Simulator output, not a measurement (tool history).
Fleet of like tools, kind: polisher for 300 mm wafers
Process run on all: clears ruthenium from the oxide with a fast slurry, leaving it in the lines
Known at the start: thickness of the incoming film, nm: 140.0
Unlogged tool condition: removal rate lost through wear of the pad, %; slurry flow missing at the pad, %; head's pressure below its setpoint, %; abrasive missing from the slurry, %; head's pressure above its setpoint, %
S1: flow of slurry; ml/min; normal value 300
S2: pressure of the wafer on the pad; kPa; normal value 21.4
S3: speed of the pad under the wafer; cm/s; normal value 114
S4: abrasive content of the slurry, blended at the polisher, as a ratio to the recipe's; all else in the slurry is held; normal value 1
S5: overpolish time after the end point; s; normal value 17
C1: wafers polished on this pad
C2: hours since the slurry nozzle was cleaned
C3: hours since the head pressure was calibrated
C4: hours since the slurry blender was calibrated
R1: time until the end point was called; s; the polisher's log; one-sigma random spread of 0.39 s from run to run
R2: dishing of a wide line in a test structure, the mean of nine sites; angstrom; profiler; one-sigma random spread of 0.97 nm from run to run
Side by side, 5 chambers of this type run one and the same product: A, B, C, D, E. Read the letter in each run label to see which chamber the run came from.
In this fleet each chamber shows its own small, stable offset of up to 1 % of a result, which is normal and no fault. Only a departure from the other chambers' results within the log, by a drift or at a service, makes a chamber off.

run	hour	S1	S2	S3	S4	S5	C1	C2	C3	C4	R1	R2
1E	7	300	21.4	114	1	17	345	897.8	165.4	147.3	32.855	548.98
# hour 12.2: chamber C: worn pad replaced by a new one
2C	16.9	300	21.4	114	1	17	45	271.6	476.3	258.5	32.797	561.12
3A	21.9	300	21.4	114	1	17	438	227.9	846.3	23.8	33.004	553.2
# hour 24.8: chamber C: slurry nozzle cleaned
4D	31	300	21.4	114	1	17	349	405.9	205.9	76.9	33.101	550.05
5B	40.3	300	21.4	114	1	17	1001	257.4	826.5	71.6	32.868	566.46
6A	48.5	300	21.4	114	1	17	692	254.5	872.9	50.4	33.339	541.07
# hour 52.5: chamber A: worn pad replaced by a new one
# hour 53.2: chamber B: worn pad replaced by a new one
7E	56.7	300	21.4	114	1	17	820	947.5	215.1	197	33.1	544.28
8B	64.3	300	21.4	114	1	17	106	281.4	850.5	95.6	32.145	570.19
# hour 69: chamber D: worn pad replaced by a new one
9C	74.3	300	21.4	114	1	17	595	49.5	533.7	315.9	33.06	545.78
# hour 77.1: chamber C: slurry blender recalibrated
10D	83.3	300	21.4	114	1	17	137	458.2	258.2	129.2	33.447	554.61
11E	92.3	300	21.4	114	1	17	1161	983.1	250.7	232.6	33.248	548.73
# hour 95.1: chamber C: worn pad replaced by a new one
# hour 97.6: chamber A: slurry blender recalibrated
12B	98.7	300	21.4	94	1	17	435	315.8	884.9	130	40.619	461.49
# hour 102: chamber E: worn pad replaced by a new one
# hour 105.2: chamber E: slurry nozzle cleaned
# hour 105.3: chamber D: slurry blender recalibrated
13C	108.5	300	21.4	94	1	17	128	83.7	567.9	31.4	39.925	476.25
# hour 111: chamber E: slurry blender recalibrated
14A	113.2	300	21.4	94	1	17	581	319.2	937.6	15.7	40.107	471.38
15D	122.6	300	21.4	94	1	17	513	497.5	297.5	17.3	39.927	465.13
16C	130.4	300	21.4	94	1	17	338	105.6	589.8	53.3	41.025	457.15
# hour 133.3: chamber D: worn pad replaced by a new one
# hour 134.7: chamber B: slurry blender recalibrated
17D	138.4	300	21.4	114	1	17	49	513.3	313.3	33.1	32.85	558.12
18A	147	300	21.4	114	1	17	905	353	971.4	49.5	33.76	563.89
# hour 149.1: chamber A: worn pad replaced by a new one
# hour 150.6: chamber B: head pressure recalibrated
19E	154.5	300	21.4	114	1	17	502	49.3	312.9	43.6	32.879	565.37
20B	164.5	300	21.4	114	1	17	1065	381.6	14	29.8	32.957	562.67
21E	173.6	300	21.4	114	1.2	13	685	68.4	332	62.7	30.591	467.88
22B	181.2	300	21.4	114	1.2	13	1225	398.3	30.7	46.5	30.551	467.69
# hour 183: chamber C: worn pad replaced by a new one
# hour 184.3: chamber B: worn pad replaced by a new one
# hour 187: chamber A: slurry blender recalibrated
23D	188.2	300	21.4	114	1.2	13	525	563.1	363.1	82.9	30.145	455.61
24C	197.3	300	21.4	114	1.2	13	136	172.5	656.7	120.2	30.63	477.06
25A	206.7	300	21.4	114	1.2	13	551	412.7	1031.1	19.7	30.56	483.52
# hour 209.3: chamber D: worn pad replaced by a new one
26E	214.5	300	21.4	114	1	17	1077	109.3	372.9	103.6	33.085	562.59
27C	223.8	300	21.4	114	1	17	390	199	683.2	146.7	33.791	551.55
# hour 229.1: chamber A: worn pad replaced by a new one
28D	230.1	300	21.4	114	1	17	199	605	405	124.8	32.681	541.41
29A	239.5	300	21.4	114	1	17	100	445.5	1063.9	52.5	33.562	573.38
30B	246.3	300	21.4	114	1	17	593	463.4	95.8	111.6	33.166	561.43
31C	251.3	300	21.4	114	1	17	653	226.5	710.7	174.2	33.313	549.51
# hour 252.5: chamber C: worn pad replaced by a new one
# hour 254.3: chamber E: worn pad replaced by a new one
32A	257.4	360	21.4	114	1	17	271	463.4	1081.8	70.4	33.257	577.36
33D	266.7	360	21.4	114	1	17	549	641.6	441.6	161.4	33.018	559.19
34E	272.9	360	21.4	114	1	17	178	167.7	431.3	162	32.325	566.45
# hour 273.3: chamber D: slurry blender recalibrated
# hour 278.9: chamber D: worn pad replaced by a new one
# hour 282.3: chamber A: slurry blender recalibrated
35B	282.7	360	21.4	114	1	17	941	499.8	132.2	148	32.448	582.64
36B	289.1	360	21.4	114	1	17	1003	506.2	138.6	154.4	32.871	562.38
37E	298.8	300	21.4	114	1	17	426	193.6	457.2	187.9	32.716	551.27
# hour 300.9: chamber A: worn pad replaced by a new one
38A	305	300	21.4	114	1	17	40	511	1129.4	22.7	32.851	541.1
# hour 305.7: chamber C: slurry nozzle cleaned
39C	312.5	300	21.4	114	1	17	575	6.9	771.9	235.4	33.098	561.18
40D	319.4	300	21.4	92	1	7	388	694.3	494.3	46.2	40.404	201.45
# hour 323.1: chamber B: worn pad replaced by a new one
# hour 323.4: chamber C: worn pad replaced by a new one
41A	324.2	300	21.4	92	1	7	223	530.2	1148.6	41.9	40.658	207.56
42B	329.2	300	21.4	92	1	7	58	546.3	178.7	194.5	40.737	210.28
43C	337.8	300	21.4	92	1	7	138	32.2	797.2	260.7	40.782	204.81

Next, all 5 chambers run the settings below, one line each with question marks for the results. What does each chamber give?
44A	345.1	300	21.4	144	1	17					?	?
44B	345.1	300	21.4	144	1	17					?	?
44C	345.1	300	21.4	144	1	17					?	?
44D	345.1	300	21.4	144	1	17					?	?
44E	345.1	300	21.4	144	1	17					?	?

run	R1	R2
44A	26.049	662.41
44B	26.231	662.2
44C	25.87	659.92
44D	25.98	666.88
44E	25.52	678.24
